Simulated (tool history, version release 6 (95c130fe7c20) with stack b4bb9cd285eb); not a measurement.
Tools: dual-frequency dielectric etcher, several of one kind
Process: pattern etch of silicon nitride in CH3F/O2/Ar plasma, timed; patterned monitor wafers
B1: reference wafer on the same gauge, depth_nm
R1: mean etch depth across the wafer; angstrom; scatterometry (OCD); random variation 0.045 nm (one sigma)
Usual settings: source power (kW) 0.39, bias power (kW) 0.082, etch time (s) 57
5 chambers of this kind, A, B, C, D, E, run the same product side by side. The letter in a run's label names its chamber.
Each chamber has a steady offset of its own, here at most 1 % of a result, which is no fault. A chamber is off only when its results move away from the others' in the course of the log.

Run 1A, hour 10.1: usual settings; B1 38.611. Result: R1 410.76 angstrom.
Run 2D, hour 23.1: usual settings; B1 38.596. Result: R1 412.12 angstrom.
Run 3C, hour 31.5: usual settings; B1 38.584. Result: R1 416.54 angstrom.
Run 4B, hour 38.7: usual settings; B1 38.589. Result: R1 411.1 angstrom.
Run 5E, hour 44.9: usual settings; B1 38.58. Result: R1 410.79 angstrom.
Run 6E, hour 53.7: usual settings; B1 38.578. Result: R1 410.8 angstrom.
Run 7D, hour 61.1: usual settings; B1 38.584. Result: R1 412.03 angstrom.
At hour 71.7: chamber A: source power generator calibrated.
Run 8A, hour 72.3: usual settings; B1 38.583. Result: R1 411.65 angstrom.
Run 9B, hour 78.8: usual settings; B1 38.564. Result: R1 411.24 angstrom.
Run 10C, hour 90.8: usual settings; B1 38.557. Result: R1 417.08 angstrom.
Run 11A, hour 97.3: usual settings but source power (kW) 0.31, bias power (kW) 0.097; B1 38.562. Result: R1 401.42 angstrom.
Run 12C, hour 106.4: usual settings but source power (kW) 0.31, bias power (kW) 0.097; B1 38.558. Result: R1 406.15 angstrom.
At hour 119.2: chamber A: wet clean of the chamber.
Run 13B, hour 120.6: usual settings but source power (kW) 0.31, bias power (kW) 0.097; B1 38.555. Result: R1 399.63 angstrom.
Run 14D, hour 129.7: usual settings but source power (kW) 0.31, bias power (kW) 0.097; B1 38.545. Result: R1 401.93 angstrom.
Run 15E, hour 143.6: usual settings but source power (kW) 0.31, bias power (kW) 0.097; B1 38.539. Result: R1 401.36 angstrom.
Run 16A, hour 155: usual settings; B1 38.531. Result: R1 411.18 angstrom.
Run 17B, hour 167.3: usual settings but source power (kW) 0.48, etch time (s) 73.5; B1 38.522. Result: R1 573.63 angstrom.
Run 18C, hour 181: usual settings but source power (kW) 0.48, etch time (s) 73.5; B1 38.525. Result: R1 579.94 angstrom.
Run 19E, hour 193.6: usual settings but source power (kW) 0.48, etch time (s) 73.5; B1 38.515. Result: R1 571.56 angstrom.
Run 20D, hour 206.4: usual settings but source power (kW) 0.48, etch time (s) 73.5; B1 38.515. Result: R1 573.03 angstrom.
At hour 214.2: chamber B: wet clean of the chamber.
Run 21D, hour 218.7: usual settings but source power (kW) 0.48, etch time (s) 73.5; B1 38.5. Result: R1 572.68 angstrom.
Run 22A, hour 225.3: usual settings but source power (kW) 0.3, bias power (kW) 0.09; B1 38.494. Result: R1 385.68 angstrom.
Run 23C, hour 237.7: usual settings but source power (kW) 0.3, bias power (kW) 0.09; B1 38.493. Result: R1 390.12 angstrom.
Run 24B, hour 246.3: usual settings but source power (kW) 0.3, bias power (kW) 0.09; B1 38.499. Result: R1 383.64 angstrom.
Run 25E, hour 257.9: usual settings but source power (kW) 0.3, bias power (kW) 0.09; B1 38.485. Result: R1 385.13 angstrom.
Run 26A, hour 270.7: usual settings but source power (kW) 0.3, bias power (kW) 0.09; B1 38.476. Result: R1 385.47 angstrom.
Run 27D, hour 280.4: usual settings; B1 38.475. Result: R1 410.82 angstrom.
Run 28E, hour 288.7: usual settings; B1 38.466. Result: R1 409.82 angstrom.
Run 29C, hour 302.7: usual settings; B1 38.465. Result: R1 415.28 angstrom.
Run 30B, hour 311.5: usual settings; B1 38.452. Result: R1 409.45 angstrom.
Run 31C, hour 320: usual settings; B1 38.455. Result: R1 414.77 angstrom.
Run 32A, hour 329.8: usual settings; B1 38.463. Result: R1 410.12 angstrom.
Run 33B, hour 342.5: usual settings; B1 38.449. Result: R1 409.31 angstrom.
Run 34E, hour 354.4: usual settings; B1 38.444. Result: R1 410.45 angstrom.
Run 35D, hour 361.1: usual settings; B1 38.446. Result: R1 410.42 angstrom.
Run 36C, hour 372.1: usual settings; B1 38.437. Result: R1 414.54 angstrom.
Run 37D, hour 381.6: usual settings; B1 38.435. Result: R1 410.43 angstrom.

Is one chamber off against the others, does the gauge drift, or is nothing wrong? If a chamber is off, say which, and what the likeliest cause is.

The gauge drifts, so all chambers seem to drift together. No chamber is off.
Cause: gauge reads low (%) = 0.449.
